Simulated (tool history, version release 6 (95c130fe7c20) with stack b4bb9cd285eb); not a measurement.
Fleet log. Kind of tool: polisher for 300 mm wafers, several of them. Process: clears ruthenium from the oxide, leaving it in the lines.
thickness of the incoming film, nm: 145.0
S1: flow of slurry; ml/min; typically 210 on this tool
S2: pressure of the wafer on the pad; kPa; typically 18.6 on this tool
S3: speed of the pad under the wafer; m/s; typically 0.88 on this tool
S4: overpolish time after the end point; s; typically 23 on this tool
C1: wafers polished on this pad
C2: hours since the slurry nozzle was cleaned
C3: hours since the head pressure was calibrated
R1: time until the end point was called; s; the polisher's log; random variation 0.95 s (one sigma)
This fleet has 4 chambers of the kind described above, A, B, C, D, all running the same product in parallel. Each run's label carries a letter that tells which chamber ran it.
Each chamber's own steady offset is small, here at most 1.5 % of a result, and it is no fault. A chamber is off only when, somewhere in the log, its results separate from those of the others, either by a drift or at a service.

run    day   S1    S2    S3  S4    C1     C2     C3       R1
 1C  0.158  210  18.6  0.88  23   651  356.4  938.8   91.753
 2B  0.312  210  18.6  0.88  23  1283  616.2   46.4   90.204
     0.329  -- chamber B: slurry nozzle cleaned
 3D  0.554  210  18.6  0.88  23   915  583.2  302.6   91.339
 4A  0.829  210  18.6  0.88  23   487  468.9  741.3   90.200
 5C  1.108  210  18.6  0.88  23   788  379.2  961.6   91.417
     1.138  -- chamber A: worn pad replaced by a new one
     1.258  -- chamber B: worn pad replaced by a new one
 6A  1.300  210  18.6  0.88  23    23  480.2  752.6   90.556
 7D  1.438  210  18.6  0.88  23  1042  604.4  323.8   91.090
 8B  1.671  210  18.6  0.88  23    59   32.3   79.0   89.628
 9D  1.871  210  18.6  0.88  23  1105  614.8  334.2   88.773
10A  2.150  210  18.6  0.88  23   146  500.6  773.0   90.131
11B  2.417  210  18.6  0.88  23   167   50.2   96.9   89.320
     2.462  -- chamber D: worn pad replaced by a new one
     2.575  -- chamber C: head pressure recalibrated
12C  2.617  210  18.6  0.88  23  1005  415.4    1.1   93.078
13C  2.888  210  18.6  0.88  23  1044  421.9    7.6   92.785
14A  3.092  210  18.6  0.88  23   281  523.2  795.6   90.517
     3.233  -- chamber C: slurry nozzle cleaned
15B  3.312  210  18.6  0.88  23   296   71.7  118.4   89.710
16D  3.617  210  18.6  0.88  23   166  656.7  376.1   89.410
17C  3.812  210  18.6  0.88  23  1178   13.9   29.8   95.659
18A  4.121  210  18.6  0.88  23   430  547.9  820.3   90.017
     4.192  -- chamber D: slurry nozzle cleaned
19B  4.438  210  18.6  0.88  23   458   98.7  145.4   91.078
20D  4.592  210  18.6  0.88  23   307    9.7  399.5   90.984
21B  4.867  210  18.6  0.88  23   520  109.0  155.7   91.827
     5.058  -- chamber A: worn pad replaced by a new one
22A  5.138  210  18.6  0.88  23    11  572.3  844.7   90.647
23C  5.321  210  18.6  0.88  23  1395   50.1   66.0   97.635
24D  5.592  210  18.6  0.88  23   451   33.7  423.5   90.593
25C  5.846  210  18.6  0.88  23  1471   62.7   78.6  100.780
     5.975  -- chamber A: head pressure recalibrated
26B  6.112  210  18.6  0.88  23   700  138.9  185.6   90.084
27A  6.312  210  18.6  0.88  23   181  600.5    8.2   89.347

Does one chamber stand apart from the rest, does the shared gauge drift, or is all well apart from small per-chamber offsets? Give the chamber and the most likely cause, where there is one.

One chamber, C, drifts off from the rest bit by bit.
Cause: removal rate lost through wear of the pad, % = 8.59.

Below are 4 candidate recipes for chamber C's next run, each the usual settings with a change, their results shown as question marks. Which of them brings C's results back in line with what the other chambers give on the usual settings?
Allowed miss from the other chambers' usual-settings mean, per result, to count as in line: R1 3.300 s
28C-1  6.542  205  17.2  0.80  23               ?
28C-2  6.542  210  16.5  0.88  23               ?
28C-3  6.542  215  18.6  0.96  23               ?
28C-4  6.542  215  20.0  0.96  23               ?

Average result of the remaining chambers running the usual settings: R1 90.334 s
  run       R1
28C-1  119.850
28C-2  112.970
28C-3   91.656
28C-4   85.331
28C-3 brings the chamber back in line.
